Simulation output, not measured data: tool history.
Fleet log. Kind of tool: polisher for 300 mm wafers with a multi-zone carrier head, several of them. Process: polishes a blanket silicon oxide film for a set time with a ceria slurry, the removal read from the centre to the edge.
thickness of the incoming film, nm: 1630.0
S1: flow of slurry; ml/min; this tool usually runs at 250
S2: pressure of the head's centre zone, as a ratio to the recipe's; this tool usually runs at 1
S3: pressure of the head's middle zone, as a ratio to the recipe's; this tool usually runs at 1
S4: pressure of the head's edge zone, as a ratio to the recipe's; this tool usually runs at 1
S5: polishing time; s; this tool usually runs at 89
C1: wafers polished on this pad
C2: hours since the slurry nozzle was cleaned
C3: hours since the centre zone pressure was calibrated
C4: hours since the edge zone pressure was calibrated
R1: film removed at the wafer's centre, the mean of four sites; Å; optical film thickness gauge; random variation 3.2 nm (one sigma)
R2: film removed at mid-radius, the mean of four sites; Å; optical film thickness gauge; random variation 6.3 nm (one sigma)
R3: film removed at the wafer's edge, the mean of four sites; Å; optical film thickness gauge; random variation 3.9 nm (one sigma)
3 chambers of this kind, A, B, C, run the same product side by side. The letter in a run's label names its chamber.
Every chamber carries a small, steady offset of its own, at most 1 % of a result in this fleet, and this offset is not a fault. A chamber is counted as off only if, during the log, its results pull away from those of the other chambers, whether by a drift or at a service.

At hour 1.7: chamber C: slurry nozzle cleaned.
At hour 3.1: chamber A: slurry nozzle cleaned.
Run 1A, hour 12.4: usual settings; C1 955; C2 9.4; C3 371.9; C4 1266.6. Result: R1 4937.7 Å, R2 4923.7 Å, R3 5004.4 Å.
At hour 23: chamber A: worn pad replaced by a new one.
Run 2B, hour 23.5: usual settings; C1 857; C2 154.2; C3 83.4; C4 266.9. Result: R1 4908.8 Å, R2 4928.3 Å, R3 5012.5 Å.
At hour 26.1: chamber B: worn pad replaced by a new one.
Run 3C, hour 33.8: usual settings; C1 719; C2 32.1; C3 350.5; C4 474.1. Result: R1 5017 Å, R2 5021.2 Å, R3 4993.3 Å.
At hour 34.7: chamber A: edge zone pressure recalibrated.
Run 4C, hour 43.3: usual settings; C1 840; C2 41.6; C3 360; C4 483.6. Result: R1 4994.3 Å, R2 5011.7 Å, R3 5036.1 Å.
Run 5B, hour 58.2: usual settings; C1 410; C2 188.9; C3 118.1; C4 301.6. Result: R1 5056.3 Å, R2 4984.9 Å, R3 4983.6 Å.
At hour 67.8: chamber C: edge zone pressure recalibrated.
Run 6A, hour 68.3: usual settings; C1 579; C2 65.3; C3 427.8; C4 33.6. Result: R1 4907.2 Å, R2 5055.2 Å, R3 5020.3 Å.
Run 7A, hour 77.9: usual settings; C1 702; C2 74.9; C3 437.4; C4 43.2. Result: R1 4887 Å, R2 4879 Å, R3 5023.4 Å.
At hour 79: chamber B: edge zone pressure recalibrated.
Run 8C, hour 89.1: usual settings; C1 1425; C2 87.4; C3 405.8; C4 21.3. Result: R1 4965.3 Å, R2 4886 Å, R3 4932.7 Å.
Run 9B, hour 100.4: usual settings; C1 948; C2 231.1; C3 160.3; C4 21.5. Result: R1 4968.5 Å, R2 4973.5 Å, R3 4946.6 Å.
At hour 103.7: chamber A: worn pad replaced by a new one.
Run 10C, hour 107.2: usual settings; C1 1656; C2 105.5; C3 423.9; C4 39.4. Result: R1 4926.2 Å, R2 4980.2 Å, R3 4928.6 Å.
At hour 110.6: chamber B: worn pad replaced by a new one.
Run 11B, hour 116.6: usual settings; C1 77; C2 247.3; C3 176.5; C4 37.7. Result: R1 5018.7 Å, R2 4970.8 Å, R3 4964.9 Å.
Run 12A, hour 130.4: usual settings; C1 341; C2 127.4; C3 489.9; C4 95.7. Result: R1 4965.1 Å, R2 5043.9 Å, R3 4988.7 Å.
Run 13B, hour 138.6: usual settings; C1 358; C2 269.3; C3 198.5; C4 59.7. Result: R1 4966.5 Å, R2 4936.8 Å, R3 5001.5 Å.
Run 14C, hour 147: usual settings; C1 2164; C2 145.3; C3 463.7; C4 79.2. Result: R1 5017.6 Å, R2 4899.9 Å, R3 5055 Å.
Run 15A, hour 154.5: usual settings; C1 649; C2 151.5; C3 514; C4 119.8. Result: R1 4902.4 Å, R2 4988.5 Å, R3 4967.6 Å.
At hour 161.7: chamber B: slurry nozzle cleaned.
Run 16B, hour 166.3: usual settings; C1 711; C2 4.7; C3 226.2; C4 87.4. Result: R1 5024 Å, R2 4980.5 Å, R3 4901 Å.
Run 17C, hour 180.2: usual settings but S2 1.09, S3 0.95; C1 2588; C2 178.5; C3 496.9; C4 112.4. Result: R1 5408.6 Å, R2 4663.8 Å, R3 4873.5 Å.
At hour 189.6: chamber A: worn pad replaced by a new one.
Run 18A, hour 190: usual settings but S2 1.09, S3 0.95; C1 5; C2 187; C3 549.5; C4 155.3. Result: R1 5368.9 Å, R2 4610.1 Å, R3 4951.5 Å.
At hour 192.8: chamber B: worn pad replaced by a new one.
Run 19B, hour 200.3: usual settings but S2 1.09, S3 0.95; C1 96; C2 38.7; C3 260.2; C4 121.4. Result: R1 5554.7 Å, R2 4766.5 Å, R3 4923 Å.
Run 20A, hour 210.9: usual settings; C1 272; C2 207.9; C3 570.4; C4 176.2. Result: R1 4935 Å, R2 4982.1 Å, R3 5040.6 Å.
Run 21C, hour 219.2: usual settings; C1 3086; C2 217.5; C3 535.9; C4 151.4. Result: R1 4920.6 Å, R2 4819.1 Å, R3 4910.8 Å.
Run 22A, hour 231: usual settings; C1 529; C2 228; C3 590.5; C4 196.3. Result: R1 4955.3 Å, R2 5017.6 Å, R3 5009.8 Å.
Run 23B, hour 238.3: usual settings; C1 581; C2 76.7; C3 298.2; C4 159.4. Result: R1 4979 Å, R2 4886.1 Å, R3 4920 Å.
Run 24C, hour 245.4: usual settings; C1 3421; C2 243.7; C3 562.1; C4 177.6. Result: R1 4814.4 Å, R2 4776 Å, R3 4785 Å.
At hour 250.6: chamber A: centre zone pressure recalibrated.
Run 25A, hour 256.1: usual settings; C1 849; C2 253.1; C3 5.6; C4 221.4. Result: R1 4952.8 Å, R2 4971.5 Å, R3 5002.7 Å.
At hour 258.8: chamber A: worn pad replaced by a new one.
Run 26C, hour 269.6: usual settings; C1 3730; C2 267.9; C3 586.3; C4 201.8. Result: R1 4806.8 Å, R2 4815.9 Å, R3 4780.3 Å.
Run 27B, hour 278.8: usual settings; C1 1099; C2 117.2; C3 338.7; C4 199.9. Result: R1 4904.9 Å, R2 4896.9 Å, R3 4979.8 Å.
At hour 279.2: chamber B: worn pad replaced by a new one.
Run 28C, hour 288.2: usual settings but S4 1.08, S5 108 s; C1 3967; C2 286.5; C3 604.9; C4 220.4. Result: R1 5775.6 Å, R2 5745.9 Å, R3 6032.6 Å.
Run 29A, hour 298.5: usual settings but S4 1.08, S5 108 s; C1 508; C2 295.5; C3 48; C4 263.8. Result: R1 6020.4 Å, R2 6034.6 Å, R3 6341.5 Å.
Run 30B, hour 307.4: usual settings but S4 1.08, S5 108 s; C1 360; C2 145.8; C3 367.3; C4 228.5. Result: R1 6069.9 Å, R2 6031.9 Å, R3 6246.6 Å.
Run 31C, hour 321.6: usual settings; C1 4394; C2 319.9; C3 638.3; C4 253.8. Result: R1 4758.7 Å, R2 4707.6 Å, R3 4757 Å.
At hour 331.7: chamber A: worn pad replaced by a new one.
Run 32A, hour 335.5: usual settings; C1 49; C2 332.5; C3 85; C4 300.8. Result: R1 4919.2 Å, R2 5028.5 Å, R3 4952.2 Å.
Run 33B, hour 343.4: usual settings but S2 1.11, S5 73 s; C1 819; C2 181.8; C3 403.3; C4 264.5. Result: R1 4596.9 Å, R2 3971.7 Å, R3 4144.7 Å.
Run 34B, hour 350.3: usual settings but S2 1.11, S5 73 s; C1 907; C2 188.7; C3 410.2; C4 271.4. Result: R1 4554.4 Å, R2 4067.7 Å, R3 4050.3 Å.
Run 35A, hour 359.1: usual settings but S2 1.11, S5 73 s; C1 350; C2 356.1; C3 108.6; C4 324.4. Result: R1 4571.6 Å, R2 4063.6 Å, R3 4034.8 Å.
At hour 365.8: chamber B: worn pad replaced by a new one.
Run 36C, hour 370.1: usual settings; C1 5013; C2 368.4; C3 686.8; C4 302.3. Result: R1 4732.2 Å, R2 4620.4 Å, R3 4651.2 Å.
Run 37C, hour 376.9: usual settings but S4 1.08; C1 5100; C2 375.2; C3 693.6; C4 309.1. Result: R1 4679.2 Å, R2 4603.3 Å, R3 4829.6 Å.
Run 38B, hour 389.9: usual settings but S4 1.08; C1 308; C2 228.3; C3 449.8; C4 311. Result: R1 5032.6 Å, R2 5000.9 Å, R3 5229.4 Å.
Run 39A, hour 404.7: usual settings but S4 1.08; C1 933; C2 401.7; C3 154.2; C4 370. Result: R1 4966.9 Å, R2 5021.3 Å, R3 5246 Å.

Predict what each chamber gives when all 3 of them run the settings below next.
Run 40A, hour 415.4: usual settings. Result: R1 ?, R2 ?, R3 ?.
Run 40B, hour 415.4: usual settings. Result: R1 ?, R2 ?, R3 ?.
Run 40C, hour 415.4: usual settings. Result: R1 ?, R2 ?, R3 ?.

run      R1      R2      R3
40A  4939.4  4894.3  4975.4
40B  5001.4  4838.4  4962.8
40C  4612.2  4501.4  4617.2
